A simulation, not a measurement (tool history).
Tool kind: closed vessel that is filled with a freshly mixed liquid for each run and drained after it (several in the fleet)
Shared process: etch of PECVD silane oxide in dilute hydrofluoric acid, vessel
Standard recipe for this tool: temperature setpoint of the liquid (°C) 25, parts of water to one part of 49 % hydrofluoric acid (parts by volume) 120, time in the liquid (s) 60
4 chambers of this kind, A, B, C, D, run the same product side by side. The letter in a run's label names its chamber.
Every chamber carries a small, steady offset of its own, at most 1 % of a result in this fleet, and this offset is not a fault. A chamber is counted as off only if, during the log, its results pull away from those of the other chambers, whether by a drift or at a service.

| run | hour | temperature setpoint of the liquid (°C) | parts of water to one part of 49 % hydrofluoric acid (parts by volume) | time in the liquid (s) | hours since the thermometer was replaced | hours since the hydrofluoric acid flow meter was replaced | read-back film thickness of the PECVD silane oxide reference wafer, read on the same gauge (nm) | thickness taken off the PECVD silane oxide on a monitor wafer (angstrom) |
|---|---|---|---|---|---|---|---|---|
| 1C | 3.4 | 25 | 120 | 60 | 473.0 | 131.5 | 139.98 | 161.75 |
| 2A | 5.7 | 25 | 120 | 60 | 497.1 | 798.8 | 140.02 | 160.78 |
| 3D | 9.3 | 25 | 120 | 60 | 698.0 | 42.0 | 139.99 | 163.21 |
| 4B | 13.4 | 25 | 120 | 60 | 295.4 | 114.5 | 139.99 | 162.54 |
| 5A | 17.5 | 25 | 120 | 60 | 508.9 | 810.6 | 140.04 | 160.68 |
| 6C | 20.5 | 25 | 120 | 60 | 490.1 | 148.6 | 139.99 | 162.28 |
| 7D | 22.4 | 25 | 120 | 60 | 711.1 | 55.1 | 139.98 | 159.49 |
| 8B | 25.3 | 25 | 120 | 60 | 307.3 | 126.4 | 139.99 | 161.60 |
| 9A | 29.1 | 25 | 120 | 60 | 520.5 | 822.2 | 139.98 | 159.86 |
| 10C | 32.4 | 27 | 120 | 60 | 502.0 | 160.5 | 140.03 | 175.77 |
| 11B | 35.7 | 27 | 120 | 60 | 317.7 | 136.8 | 140.02 | 173.66 |
| 12D | 39.1 | 27 | 120 | 60 | 727.8 | 71.8 | 140.04 | 172.20 |
| 13A | 41.7 | 27 | 120 | 60 | 533.1 | 834.8 | 139.99 | 171.09 |
| 14C | 45.5 | 25 | 120 | 60 | 515.1 | 173.6 | 139.99 | 163.01 |
| 15B | 48.7 | 25 | 120 | 60 | 330.7 | 149.8 | 140.03 | 160.27 |
| 16D | 52.5 | 28 | 120 | 60 | 741.2 | 85.2 | 140.01 | 180.65 |
| 17C | 56.8 | 28 | 120 | 60 | 526.4 | 184.9 | 140.03 | 183.43 |
| 18B | 60.6 | 28 | 120 | 60 | 342.6 | 161.7 | 140.03 | 179.78 |
| 19A | 63.1 | 28 | 120 | 60 | 554.5 | 856.2 | 140.00 | 180.44 |
| 20D | 66.4 | 25 | 120 | 45 | 755.1 | 99.1 | 139.99 | 119.70 |
| 21B | 68.6 | 25 | 120 | 45 | 350.6 | 169.7 | 140.04 | 121.68 |
| 22D | 71.7 | 25 | 120 | 45 | 760.4 | 104.4 | 139.97 | 119.61 |
| 23A | 75.1 | 25 | 120 | 45 | 566.5 | 868.2 | 140.03 | 117.21 |
| 24C | 77.2 | 25 | 120 | 60 | 546.8 | 205.3 | 139.97 | 162.81 |
| 25D | 81.3 | 25 | 120 | 60 | 770.0 | 114.0 | 140.01 | 159.88 |
| 26A | 85.2 | 25 | 120 | 60 | 576.6 | 878.3 | 140.01 | 153.64 |
| 27B | 89.5 | 25 | 120 | 60 | 371.5 | 190.6 | 139.94 | 162.11 |
| 28C | 91.4 | 30 | 65 | 60 | 561.0 | 219.5 | 140.00 | 394.79 |
| 29B | 93.8 | 30 | 65 | 60 | 375.8 | 194.9 | 140.04 | 398.08 |
| 30D | 96.6 | 30 | 65 | 60 | 785.3 | 129.3 | 140.04 | 386.98 |
| 31C | 100.2 | 30 | 65 | 60 | 569.8 | 228.3 | 139.99 | 394.75 |
| 32A | 102.4 | 25 | 95 | 40 | 593.8 | 895.5 | 140.05 | 130.05 |
| 33C | 106.2 | 25 | 95 | 40 | 575.8 | 234.3 | 140.03 | 141.65 |
| 34D | 110.0 | 25 | 95 | 40 | 798.7 | 142.7 | 139.99 | 137.74 |
| 35B | 113.5 | 25 | 95 | 40 | 395.5 | 214.6 | 140.02 | 139.89 |
| 36A | 117.4 | 25 | 120 | 60 | 608.8 | 910.5 | 140.01 | 149.04 |
| 37B | 121.2 | 25 | 120 | 60 | 403.2 | 222.3 | 140.01 | 163.21 |
| 38A | 123.9 | 25 | 120 | 60 | 615.3 | 917.0 | 140.03 | 148.50 |
| 39D | 127.1 | 25 | 120 | 60 | 815.8 | 159.8 | 139.99 | 159.32 |
| 40C | 130.1 | 25 | 120 | 60 | 599.7 | 258.2 | 139.96 | 162.52 |

Predict what each chamber gives when all 4 of them run the settings below next.
| 41A | 133.2 | 25 | 120 | 60 |  |  |  | ? |
| 41B | 133.2 | 25 | 120 | 60 |  |  |  | ? |
| 41C | 133.2 | 25 | 120 | 60 |  |  |  | ? |
| 41D | 133.2 | 25 | 120 | 60 |  |  |  | ? |

| run | thickness taken off the PECVD silane oxide on a monitor wafer (angstrom) |
|---|---|
| 41A | 146.38 |
| 41B | 161.03 |
| 41C | 160.78 |
| 41D | 160.62 |

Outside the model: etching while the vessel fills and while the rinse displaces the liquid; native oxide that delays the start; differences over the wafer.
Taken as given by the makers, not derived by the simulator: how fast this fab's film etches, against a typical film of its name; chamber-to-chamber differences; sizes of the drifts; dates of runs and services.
